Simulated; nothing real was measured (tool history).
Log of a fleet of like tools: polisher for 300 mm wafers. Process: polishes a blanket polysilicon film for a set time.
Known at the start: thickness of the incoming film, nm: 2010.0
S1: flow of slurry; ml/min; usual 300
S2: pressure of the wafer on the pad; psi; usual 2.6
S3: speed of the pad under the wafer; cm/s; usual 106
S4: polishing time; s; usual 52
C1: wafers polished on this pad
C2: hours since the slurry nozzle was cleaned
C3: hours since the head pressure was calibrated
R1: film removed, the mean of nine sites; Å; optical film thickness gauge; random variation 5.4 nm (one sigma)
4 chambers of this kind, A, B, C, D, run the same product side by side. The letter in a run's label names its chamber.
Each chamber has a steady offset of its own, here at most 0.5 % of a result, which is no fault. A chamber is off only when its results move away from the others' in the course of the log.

-- hour=0.3 chamber D: slurry nozzle cleaned
run 1C hour=7.9 | S1=300 S2=2.6 S3=106 S4=52 | C1=261 C2=195.6 C3=309.4 | R1=3866.6
run 2B hour=22 | S1=300 S2=2.6 S3=106 S4=52 | C1=1178 C2=201.3 C3=535 | R1=3869.8
-- hour=29.3 chamber D: worn pad replaced by a new one
run 3D hour=31.8 | S1=300 S2=2.6 S3=106 S4=52 | C1=34 C2=31.6 C3=685.3 | R1=3892.9
-- hour=37.6 chamber B: worn pad replaced by a new one
run 4A hour=39.6 | S1=300 S2=2.6 S3=106 S4=52 | C1=1068 C2=681.5 C3=805.1 | R1=3925.8
run 5B hour=51.6 | S1=300 S2=2.6 S3=106 S4=52 | C1=188 C2=230.9 C3=564.6 | R1=3872.8
run 6A hour=59.7 | S1=300 S2=2.6 S3=106 S4=52 | C1=1337 C2=701.6 C3=825.2 | R1=3900.4
-- hour=60.7 chamber A: worn pad replaced by a new one
run 7C hour=66.9 | S1=300 S2=2.6 S3=106 S4=52 | C1=1052 C2=254.6 C3=368.4 | R1=3922.9
run 8D hour=77.3 | S1=300 S2=2.6 S3=106 S4=41 | C1=644 C2=77.1 C3=730.8 | R1=3012.3
-- hour=91.4 chamber A: slurry nozzle cleaned
run 9B hour=92.5 | S1=300 S2=2.6 S3=106 S4=41 | C1=736 C2=271.8 C3=605.5 | R1=3030.3
-- hour=93.2 chamber D: worn pad replaced by a new one
run 10D hour=104.5 | S1=300 S2=2.6 S3=106 S4=41 | C1=151 C2=104.3 C3=758 | R1=3096.1
-- hour=105.2 chamber C: slurry nozzle cleaned
-- hour=112.6 chamber C: worn pad replaced by a new one
run 11A hour=113.3 | S1=300 S2=2.6 S3=106 S4=41 | C1=705 C2=21.9 C3=878.8 | R1=3030.3
run 12C hour=122.3 | S1=300 S2=2.6 S3=106 S4=52 | C1=130 C2=17.1 C3=423.8 | R1=3895
-- hour=134.9 chamber D: head pressure recalibrated
run 13D hour=135.6 | S1=300 S2=2.6 S3=106 S4=52 | C1=568 C2=135.4 C3=0.7 | R1=3867.6
-- hour=142.2 chamber B: worn pad replaced by a new one
-- hour=147.7 chamber A: worn pad replaced by a new one
run 14C hour=149.2 | S1=300 S2=1.9 S3=106 S4=68 | C1=490 C2=44 C3=450.7 | R1=3674.6
run 15A hour=157.3 | S1=300 S2=1.9 S3=106 S4=68 | C1=129 C2=65.9 C3=922.8 | R1=3628.4
run 16B hour=166.3 | S1=300 S2=1.9 S3=106 S4=68 | C1=323 C2=345.6 C3=679.3 | R1=3755.3
-- hour=169.2 chamber D: worn pad replaced by a new one
-- hour=169.5 chamber C: head pressure recalibrated
-- hour=173.3 chamber A: head pressure recalibrated
run 17A hour=176.4 | S1=300 S2=1.9 S3=106 S4=68 | C1=385 C2=85 C3=3.1 | R1=3658.3
run 18B hour=184.5 | S1=300 S2=2.6 S3=106 S4=52 | C1=567 C2=363.8 C3=697.5 | R1=3948.6
run 19D hour=194 | S1=300 S2=2.6 S3=106 S4=52 | C1=333 C2=193.8 C3=59.1 | R1=3862
run 20C hour=202.3 | S1=300 S2=2.6 S3=106 S4=52 | C1=1202 C2=97.1 C3=32.8 | R1=3943.5
-- hour=206.8 chamber C: worn pad replaced by a new one
run 21C hour=214.8 | S1=300 S2=2.6 S3=106 S4=52 | C1=108 C2=109.6 C3=45.3 | R1=3902.2
run 22B hour=229.9 | S1=300 S2=2.6 S3=106 S4=60 | C1=1175 C2=409.2 C3=742.9 | R1=4550.8
run 23D hour=236.6 | S1=300 S2=2.6 S3=106 S4=60 | C1=904 C2=236.4 C3=101.7 | R1=4460.3
-- hour=238.7 chamber D: worn pad replaced by a new one
-- hour=242.6 chamber B: worn pad replaced by a new one
run 24A hour=244.9 | S1=300 S2=2.6 S3=106 S4=60 | C1=1303 C2=153.5 C3=71.6 | R1=4501.6
-- hour=246.1 chamber A: worn pad replaced by a new one
run 25C hour=255.7 | S1=300 S2=2.6 S3=106 S4=60 | C1=656 C2=150.5 C3=86.2 | R1=4421.6
-- hour=262.6 chamber D: slurry nozzle cleaned
run 26B hour=264.9 | S1=300 S2=2.6 S3=106 S4=52 | C1=298 C2=444.2 C3=777.9 | R1=3852.3
run 27D hour=280.2 | S1=230 S2=3.4 S3=106 S4=52 | C1=556 C2=17.6 C3=145.3 | R1=4925.2
run 28A hour=288.8 | S1=230 S2=3.4 S3=106 S4=52 | C1=573 C2=197.4 C3=115.5 | R1=4964.9
-- hour=297.2 chamber B: slurry nozzle cleaned
run 29D hour=303.4 | S1=230 S2=3.4 S3=106 S4=52 | C1=867 C2=40.8 C3=168.5 | R1=4965.5
run 30A hour=315 | S1=230 S2=3.4 S3=106 S4=52 | C1=924 C2=223.6 C3=141.7 | R1=4956.9
-- hour=320.8 chamber C: worn pad replaced by a new one
run 31B hour=325.8 | S1=300 S2=2.6 S3=106 S4=52 | C1=1115 C2=28.7 C3=838.8 | R1=3937.3
run 32C hour=335.8 | S1=300 S2=2.6 S3=106 S4=52 | C1=201 C2=230.6 C3=166.3 | R1=3845.1
-- hour=345 chamber A: worn pad replaced by a new one
run 33A hour=345.1 | S1=300 S2=2.6 S3=106 S4=52 | C1=2 C2=253.7 C3=171.8 | R1=3931.9

Next, every chamber runs the same settings. What will each give?
run 34A hour=356.1 | S1=300 S2=1.8 S3=106 S4=52 | R1=?
run 34B hour=356.1 | S1=300 S2=1.8 S3=106 S4=52 | R1=?
run 34C hour=356.1 | S1=300 S2=1.8 S3=106 S4=52 | R1=?
run 34D hour=356.1 | S1=300 S2=1.8 S3=106 S4=52 | R1=?

run=34A R1=2627.4
run=34B R1=2737
run=34C R1=2690.3
run=34D R1=2729.1
